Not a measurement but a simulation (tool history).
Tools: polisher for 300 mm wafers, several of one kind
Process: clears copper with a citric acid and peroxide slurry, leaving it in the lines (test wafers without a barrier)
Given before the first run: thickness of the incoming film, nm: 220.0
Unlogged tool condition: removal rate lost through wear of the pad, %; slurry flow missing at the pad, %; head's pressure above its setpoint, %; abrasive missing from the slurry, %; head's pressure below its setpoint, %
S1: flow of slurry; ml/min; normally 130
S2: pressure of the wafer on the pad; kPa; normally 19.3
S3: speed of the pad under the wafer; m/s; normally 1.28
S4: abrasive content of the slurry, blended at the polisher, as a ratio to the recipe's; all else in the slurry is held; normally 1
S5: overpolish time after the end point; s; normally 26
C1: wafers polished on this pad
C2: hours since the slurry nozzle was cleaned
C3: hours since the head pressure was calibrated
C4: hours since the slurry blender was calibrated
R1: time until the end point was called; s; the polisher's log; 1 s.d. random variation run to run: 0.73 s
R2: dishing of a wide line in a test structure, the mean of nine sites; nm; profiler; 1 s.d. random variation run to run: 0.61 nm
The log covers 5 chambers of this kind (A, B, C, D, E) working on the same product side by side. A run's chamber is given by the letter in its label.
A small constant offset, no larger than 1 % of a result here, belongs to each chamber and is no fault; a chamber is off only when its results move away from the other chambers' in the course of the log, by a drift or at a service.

run	hour	S1	S2	S3	S4	S5	C1	C2	C3	C4	R1	R2
1E	11.9	130	19.3	1.28	1	26	1144	46.5	255.3	338.0	90.988	40.516
2B	21.2	130	19.3	1.28	1	26	917	336.8	266.3	285.6	91.396	40.675
3C	29.7	130	19.3	1.28	1	26	501	115.6	864.2	248.9	91.252	40.834
4A	41.4	130	19.3	1.28	1	26	582	64.7	1378.5	72.5	90.257	39.724
# hour 51.8: chamber B: slurry blender recalibrated
5D	52.8	130	19.3	1.28	1	26	945	165.0	121.8	120.4	89.114	40.536
# hour 59.7: chamber E: worn pad replaced by a new one
6B	63.1	130	19.3	1.28	1	26	1175	378.7	308.2	11.3	90.496	40.279
7E	73.1	130	19.3	1.28	1	26	82	107.7	316.5	399.2	89.412	40.209
# hour 76.0: chamber E: slurry blender recalibrated
# hour 76.7: chamber D: slurry blender recalibrated
8C	78.4	130	19.3	1.28	1	26	801	164.3	912.9	297.6	91.889	40.472
# hour 85.8: chamber A: slurry blender recalibrated
# hour 88.0: chamber B: slurry nozzle cleaned
9D	88.7	130	19.3	1.28	1	26	1167	200.9	157.7	12.0	91.982	40.469
# hour 94.6: chamber B: worn pad replaced by a new one
10A	95.0	130	19.3	1.28	1	26	912	118.3	1432.1	9.2	91.430	40.686
# hour 95.6: chamber D: worn pad replaced by a new one
# hour 97.9: chamber A: head pressure recalibrated
11A	102.7	130	19.3	1.28	1	26	960	126.0	4.9	16.9	92.349	39.850
12D	110.7	130	19.3	1.28	1	26	93	222.9	179.7	34.0	89.740	40.286
13C	119.5	130	19.3	1.28	1	26	1054	205.4	954.0	338.7	90.944	40.429
# hour 123.8: chamber C: worn pad replaced by a new one
# hour 126.6: chamber C: slurry nozzle cleaned
14E	130.8	130	19.3	1.28	1	26	438	165.4	374.2	54.8	90.966	40.863
15B	137.5	130	19.3	1.28	1	26	264	49.6	382.6	85.7	90.459	40.132
16C	143.9	130	19.3	1.28	1	26	124	17.4	978.4	363.1	91.174	41.166
# hour 145.4: chamber A: worn pad replaced by a new one
17D	153.6	130	19.3	1.28	1	26	357	265.8	222.6	76.9	89.502	41.312
18B	161.7	130	19.3	1.28	1	26	413	73.8	406.8	109.9	92.087	40.374
19A	169.5	130	19.3	1.28	1	26	148	192.8	71.7	83.7	91.331	38.920
20E	181.0	130	19.3	1.28	1	26	747	215.6	424.4	105.0	90.693	41.531
21B	187.4	130	19.3	1.28	1	26	572	99.5	432.5	135.6	91.586	40.089
22E	199.2	130	15.2	1.28	1	37	859	233.8	442.6	123.2	115.990	44.262
23D	204.5	130	15.2	1.28	1	37	670	316.7	273.5	127.8	115.730	44.043
# hour 210.3: chamber D: slurry blender recalibrated
# hour 213.1: chamber C: head pressure recalibrated
24A	216.5	130	15.2	1.28	1	37	438	239.8	118.7	130.7	116.370	44.009
# hour 220.8: chamber A: slurry blender recalibrated
25C	222.9	130	15.2	1.28	1	37	610	96.4	9.8	442.1	124.510	42.477
26D	229.4	130	15.2	1.28	1	37	824	341.6	298.4	19.1	113.890	44.645
27B	237.1	130	19.3	1.28	1	17	878	149.2	482.2	185.3	92.434	29.356
# hour 237.9: chamber E: head pressure recalibrated
28E	247.4	130	19.3	1.28	1	17	1156	282.0	9.6	171.4	90.458	29.036
# hour 247.7: chamber E: worn pad replaced by a new one
# hour 251.6: chamber C: slurry blender recalibrated
29A	257.4	130	19.3	1.28	1	17	690	280.7	159.6	36.6	90.935	28.256
30C	268.0	130	19.3	1.28	1	17	888	141.5	54.9	16.5	99.584	27.008
31E	279.2	130	19.3	1.28	1	17	194	313.8	41.4	203.2	90.473	28.158
32C	285.6	130	19.3	1.28	1	26	997	159.1	72.5	34.1	98.656	38.891
# hour 286.0: chamber B: worn pad replaced by a new one
33D	291.3	130	19.3	1.28	1	26	1205	403.5	360.3	81.0	91.149	40.716
# hour 299.8: chamber D: worn pad replaced by a new one
34A	300.0	150	19.3	1.28	1	35	952	323.3	202.2	79.2	88.742	51.620
35B	311.2	150	19.3	1.28	1	35	155	223.3	556.3	259.4	89.043	50.886
36A	317.3	150	19.3	1.28	1	35	1059	340.6	219.5	96.5	88.705	52.083
# hour 323.0: chamber C: worn pad replaced by a new one
# hour 323.3: chamber C: slurry nozzle cleaned
37C	326.3	150	19.3	1.28	1	35	20	3.1	113.2	74.8	96.851	49.846
38E	334.1	150	19.3	1.28	1	35	532	368.7	96.3	258.1	87.566	51.592
# hour 334.2: chamber B: slurry blender recalibrated
39B	344.3	130	19.3	1.28	1	26	359	256.4	589.4	10.2	91.018	41.419
# hour 355.0: chamber D: slurry blender recalibrated
40D	356.1	130	19.3	1.28	1	26	347	468.3	425.1	1.1	92.349	40.160

Each of the 5 chambers runs these same settings next. Fill in every chamber's results:
41A	364.8	130	19.3	1.28	1	26					?	?
41B	364.8	130	19.3	1.28	1	26					?	?
41C	364.8	130	19.3	1.28	1	26					?	?
41D	364.8	130	19.3	1.28	1	26					?	?
41E	364.8	130	19.3	1.28	1	26					?	?

run	R1	R2
41A	91.096	41.654
41B	93.181	40.856
41C	97.138	38.150
41D	90.679	40.357
41E	90.075	41.082
